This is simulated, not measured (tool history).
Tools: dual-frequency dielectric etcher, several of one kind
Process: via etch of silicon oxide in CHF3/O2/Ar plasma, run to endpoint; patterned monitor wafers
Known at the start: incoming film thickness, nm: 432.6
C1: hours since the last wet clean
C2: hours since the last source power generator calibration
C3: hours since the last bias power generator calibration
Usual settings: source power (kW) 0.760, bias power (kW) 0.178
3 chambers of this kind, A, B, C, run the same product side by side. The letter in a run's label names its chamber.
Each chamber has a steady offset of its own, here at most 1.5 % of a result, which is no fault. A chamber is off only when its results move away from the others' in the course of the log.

Run 1C, hour 6.8: usual settings; C1 35.0; C2 649.6; C3 1175.2. Result: endpoint time (s) 200.93.
Run 2B, hour 20.8: usual settings; C1 142.9; C2 1099.1; C3 1744.2. Result: endpoint time (s) 199.76.
Run 3A, hour 28.8: usual settings; C1 409.5; C2 916.8; C3 1042.5. Result: endpoint time (s) 201.46.
Run 4A, hour 40.2: usual settings; C1 420.9; C2 928.2; C3 1053.9. Result: endpoint time (s) 203.85.
Run 5B, hour 49.1: usual settings; C1 171.2; C2 1127.4; C3 1772.5. Result: endpoint time (s) 199.85.
Run 6C, hour 61.8: usual settings; C1 90.0; C2 704.6; C3 1230.2. Result: endpoint time (s) 201.60.
Run 7A, hour 74.9: usual settings; C1 455.6; C2 962.9; C3 1088.6. Result: endpoint time (s) 201.25.
Run 8B, hour 86.7: usual settings but bias power (kW) 0.142; C1 208.8; C2 1165.0; C3 1810.1. Result: endpoint time (s) 214.19.
Run 9C, hour 97.6: usual settings but bias power (kW) 0.142; C1 125.8; C2 740.4; C3 1266.0. Result: endpoint time (s) 215.55.
Run 10B, hour 108.9: usual settings but bias power (kW) 0.142; C1 231.0; C2 1187.2; C3 1832.3. Result: endpoint time (s) 214.40.
Run 11C, hour 119.5: usual settings; C1 147.7; C2 762.3; C3 1287.9. Result: endpoint time (s) 201.14.
At hour 123.5: chamber A: wet clean of the chamber.
Run 12A, hour 127.5: usual settings but source power (kW) 0.820; C1 4.0; C2 1015.5; C3 1141.2. Result: endpoint time (s) 205.13.
Run 13A, hour 139.8: usual settings but source power (kW) 0.820; C1 16.3; C2 1027.8; C3 1153.5. Result: endpoint time (s) 206.77.
Run 14C, hour 150.8: usual settings but source power (kW) 0.820; C1 179.0; C2 793.6; C3 1319.2. Result: endpoint time (s) 196.02.
Run 15B, hour 163.2: usual settings; C1 285.3; C2 1241.5; C3 1886.6. Result: endpoint time (s) 199.68.
Run 16B, hour 173.2: usual settings; C1 295.3; C2 1251.5; C3 1896.6. Result: endpoint time (s) 199.16.
Run 17A, hour 181.0: usual settings; C1 57.5; C2 1069.0; C3 1194.7. Result: endpoint time (s) 211.85.
Run 18C, hour 189.8: usual settings; C1 218.0; C2 832.6; C3 1358.2. Result: endpoint time (s) 200.52.
Run 19B, hour 196.1: usual settings; C1 318.2; C2 1274.4; C3 1919.5. Result: endpoint time (s) 199.91.
Run 20C, hour 206.8: usual settings; C1 235.0; C2 849.6; C3 1375.2. Result: endpoint time (s) 201.43.
Run 21A, hour 215.9: usual settings; C1 92.4; C2 1103.9; C3 1229.6. Result: endpoint time (s) 212.91.
Run 22C, hour 224.2: usual settings; C1 252.4; C2 867.0; C3 1392.6. Result: endpoint time (s) 200.20.

Next, every chamber runs the same settings. What will each give?
Run 23A, hour 234.2: usual settings. Result: endpoint time (s) ?.
Run 23B, hour 234.2: usual settings. Result: endpoint time (s) ?.
Run 23C, hour 234.2: usual settings. Result: endpoint time (s) ?.

run  endpoint time (s)
23A             213.68
23B             201.47
23C             199.97

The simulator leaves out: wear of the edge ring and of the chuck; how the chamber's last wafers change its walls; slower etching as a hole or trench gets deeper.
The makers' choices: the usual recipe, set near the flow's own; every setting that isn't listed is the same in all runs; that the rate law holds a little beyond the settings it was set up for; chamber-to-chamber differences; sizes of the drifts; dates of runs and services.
